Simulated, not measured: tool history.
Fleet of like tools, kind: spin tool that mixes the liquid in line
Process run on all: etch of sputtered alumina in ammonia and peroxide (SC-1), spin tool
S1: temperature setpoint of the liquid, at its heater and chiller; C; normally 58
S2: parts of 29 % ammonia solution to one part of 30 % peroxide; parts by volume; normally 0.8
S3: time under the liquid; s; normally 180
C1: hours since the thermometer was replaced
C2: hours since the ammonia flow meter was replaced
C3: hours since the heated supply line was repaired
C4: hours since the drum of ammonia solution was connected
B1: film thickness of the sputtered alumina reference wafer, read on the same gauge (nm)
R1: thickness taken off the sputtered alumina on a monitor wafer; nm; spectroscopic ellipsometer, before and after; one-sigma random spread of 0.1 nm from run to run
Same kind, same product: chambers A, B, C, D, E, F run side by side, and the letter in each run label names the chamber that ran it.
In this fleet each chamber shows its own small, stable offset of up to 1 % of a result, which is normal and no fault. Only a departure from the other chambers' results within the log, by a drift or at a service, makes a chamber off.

run,hour,S1,S2,S3,C1,C2,C3,C4,B1,R1
1F,4.8,58,0.8,180,144.3,1487.3,17.7,398.4,39.997,11.638
2D,9.4,58,0.8,180,335.9,1362.1,799.1,348.7,40,11.697
3A,13.1,58,0.8,180,973.2,1845.4,447,63,39.982,11.489
4C,17.3,58,0.8,180,1995.3,30.7,1105,73.9,39.995,11.587
5E,22.5,58,0.8,180,629.8,1475,199.1,28.8,40.023,11.67
6B,27.3,58,0.8,180,1460.8,1014.6,1239.5,306.8,39.985,11.638
7C,32.6,49.5,0.6,180,2010.6,46,1120.3,89.2,39.955,7.2098
8D,36.5,49.5,0.6,180,363,1389.2,826.2,375.8,39.999,7.1915
9E,41.6,49.5,0.6,180,648.9,1494.1,218.2,47.9,40.004,7.2766
10F,44,49.5,0.6,180,183.5,1526.5,56.9,437.6,39.964,7.1373
11B,47.6,49.5,0.6,180,1481.1,1034.9,1259.8,327.1,40.014,7.1689
12A,50.1,49.5,0.6,180,1010.2,1882.4,484,100,39.985,7.2775
13A,53.9,58,0.8,180,1014,1886.2,487.8,103.8,40.022,11.676
14E,57.6,58,0.8,180,664.9,1510.1,234.2,63.9,40.042,11.51
15C,61.2,58,0.8,180,2039.2,74.6,1148.9,117.8,40.039,11.359
16B,63.5,58,0.8,180,1497,1050.8,1275.7,343,39.968,11.849
17D,67.7,58,0.8,180,394.2,1420.4,857.4,407,40.055,11.741
18F,71.5,58,0.8,180,211,1554,84.4,465.1,39.962,11.752
19E,76.7,58,0.8,180,684,1529.2,253.3,83,39.954,11.64
20D,81.7,58,0.8,180,408.2,1434.4,871.4,421,40.007,11.504
21B,87,58,0.55,110,1520.5,1074.3,1299.2,366.5,40.014,6.7081
22A,91.3,58,0.55,110,1051.4,1923.6,525.2,141.2,40.025,6.971
23F,95.3,58,0.55,110,234.8,1577.8,108.2,488.9,39.943,6.9178
24C,99.3,58,0.55,110,2077.3,112.7,1187,155.9,40.007,6.8093
25F,103.3,58,0.55,110,242.8,1585.8,116.2,496.9,39.945,6.8186
26C,107.9,58,0.55,110,2085.9,121.3,1195.6,164.5,40.013,6.9231
27B,110.4,58,0.8,180,1543.9,1097.7,1322.6,389.9,40.032,11.468
28E,114.8,58,0.8,180,722.1,1567.3,291.4,121.1,40.004,12.127
29A,117.9,58,0.8,180,1078,1950.2,551.8,167.8,39.982,11.646
30D,121.2,58,0.8,180,447.7,1473.9,910.9,460.5,39.987,11.628
31B,125.6,58,0.6,180,1559.1,1112.9,1337.8,405.1,40.004,11.193
# hour 127.4: chamber C: thermometer replaced
32F,128.5,58,0.6,180,268,1611,141.4,522.1,40,11.561
33E,131.8,58,0.6,180,739.1,1584.3,308.4,138.1,40.035,11.812
34A,135,58,0.6,180,1095.1,1967.3,568.9,184.9,39.995,11.226
# hour 139: chamber F: new drum of ammonia solution connected
35D,139,58,0.6,180,465.5,1491.7,928.7,478.3,39.956,11.4
36C,142.1,58,0.6,180,14.8,155.5,1229.8,198.7,40.029,11.206
37E,145.7,58,0.8,180,753,1598.2,322.3,152,40.012,12.356
38F,149,58,0.8,180,288.5,1631.5,161.9,10,40.027,11.619
39B,153.8,58,0.8,180,1587.3,1141.1,1366,433.3,39.97,11.538

Next, all 6 chambers run the settings below, one line each with question marks for the results. What does each chamber give?
40A,157.6,58,0.8,140,,,,,,?
40B,157.6,58,0.8,140,,,,,,?
40C,157.6,58,0.8,140,,,,,,?
40D,157.6,58,0.8,140,,,,,,?
40E,157.6,58,0.8,140,,,,,,?
40F,157.6,58,0.8,140,,,,,,?

run,R1
40A,9.0009
40B,9.1039
40C,8.9371
40D,9.0768
40E,9.5925
40F,9.0017
